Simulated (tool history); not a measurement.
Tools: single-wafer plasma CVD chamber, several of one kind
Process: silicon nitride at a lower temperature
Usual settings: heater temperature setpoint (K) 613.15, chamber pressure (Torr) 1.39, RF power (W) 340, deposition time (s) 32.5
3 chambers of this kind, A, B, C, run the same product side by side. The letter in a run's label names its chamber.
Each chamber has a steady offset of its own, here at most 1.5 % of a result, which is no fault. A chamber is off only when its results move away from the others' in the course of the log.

run	hour	heater temperature setpoint (K)	chamber pressure (Torr)	RF power (W)	deposition time (s)	hours since the last thermocouple change	hours since the last RF generator calibration	hours since the last manometer calibration	read-back reference wafer on the same gauge, thickness_nm	mean film thickness on the monitor wafer (Å)
1C	8.8	613.15	1.39	340	32.5	1551.6	553.2	1706.9	42.450	394.50
2B	21.7	613.15	1.39	340	32.5	22.6	224.6	1772.1	42.463	400.07
3A	35.2	613.15	1.39	340	32.5	1128.3	732.2	1682.1	42.451	397.52
4A	43.6	613.15	1.39	340	32.5	1136.7	740.6	1690.5	42.513	399.41
5C	56.6	613.15	1.39	340	32.5	1599.4	601.0	1754.7	42.509	396.69
# hour 64.5: chamber A: capacitance manometer re-zeroed and calibrated
6B	68.4	613.15	1.39	340	32.5	69.3	271.3	1818.8	42.456	398.18
7A	78.2	613.15	1.39	395	27.2	1171.3	775.2	13.8	42.508	368.15
8B	88.7	613.15	1.39	395	27.2	89.6	291.6	1839.1	42.469	367.71
9C	96.0	613.15	1.39	395	27.2	1638.8	640.4	1794.1	42.459	362.20
10C	104.5	613.15	1.39	340	32.5	1647.3	648.9	1802.6	42.486	394.52
11A	117.2	627.15	1.39	340	32.5	1210.3	814.2	52.8	42.504	400.49
12B	125.5	627.15	1.39	340	32.5	126.4	328.4	1875.9	42.480	393.68
13B	131.5	627.15	1.39	340	32.5	132.4	334.4	1881.9	42.554	397.95
14A	141.5	613.15	1.39	375	32.5	1234.6	838.5	77.1	42.432	427.14
15C	153.0	613.15	1.39	375	32.5	1695.8	697.4	1851.1	42.587	420.84
16C	161.1	613.15	1.39	375	32.5	1703.9	705.5	1859.2	42.523	420.08
17A	169.0	613.15	1.39	340	32.5	1262.1	866.0	104.6	42.501	398.64
18B	180.4	613.15	1.39	340	32.5	181.3	383.3	1930.8	42.501	392.31
19C	188.8	613.15	1.39	340	32.5	1731.6	733.2	1886.9	42.447	394.97
20A	199.4	613.15	1.39	340	32.5	1292.5	896.4	135.0	42.566	395.52
21B	206.4	613.15	1.39	340	32.5	207.3	409.3	1956.8	42.455	394.01
22B	212.9	613.15	1.39	340	32.5	213.8	415.8	1963.3	42.450	393.24
23C	223.9	613.15	1.39	340	32.5	1766.7	768.3	1922.0	42.493	400.06
24A	232.1	613.15	1.39	340	32.5	1325.2	929.1	167.7	42.587	397.02
25B	244.9	613.15	1.39	340	32.5	245.8	447.8	1995.3	42.564	394.60
26A	257.6	613.15	1.39	340	32.5	1350.7	954.6	193.2	42.449	400.47
27C	265.6	613.15	1.39	340	32.5	1808.4	810.0	1963.7	42.461	400.89
28B	273.2	613.15	1.39	340	32.5	274.1	476.1	2023.6	42.418	394.01
29C	279.3	613.15	1.39	340	32.5	1822.1	823.7	1977.4	42.525	397.96
# hour 288.4: chamber A: thermocouple changed; heater temperature recalibrated
30A	291.0	613.15	1.39	340	32.5	2.7	988.0	226.6	42.516	397.94
31C	303.6	613.15	1.39	340	32.5	1846.4	848.0	2001.7	42.524	394.50
32B	315.0	613.15	1.39	340	32.5	315.9	517.9	2065.4	42.496	391.87
33A	325.8	613.15	1.39	340	32.5	37.5	1022.8	261.4	42.525	396.01
34A	332.6	613.15	1.39	340	32.5	44.3	1029.6	268.2	42.487	396.57
35C	339.4	613.15	1.39	340	32.5	1882.2	883.8	2037.5	42.491	396.37
36B	348.2	613.15	1.39	340	32.5	349.1	551.1	2098.6	42.504	388.08
37B	360.5	613.15	1.39	340	32.5	361.4	563.4	2110.9	42.466	387.19
38C	368.1	613.15	1.39	340	32.5	1910.9	912.5	2066.2	42.428	401.88
39A	378.2	613.15	1.39	340	34.9	89.9	1075.2	313.8	42.468	424.66

Next, every chamber runs the same settings. What will each give?
40A	387.9	613.15	1.53	340	32.5					?
40B	387.9	613.15	1.53	340	32.5					?
40C	387.9	613.15	1.53	340	32.5					?

run	mean film thickness on the monitor wafer (Å)
40A	408.78
40B	398.39
40C	410.49
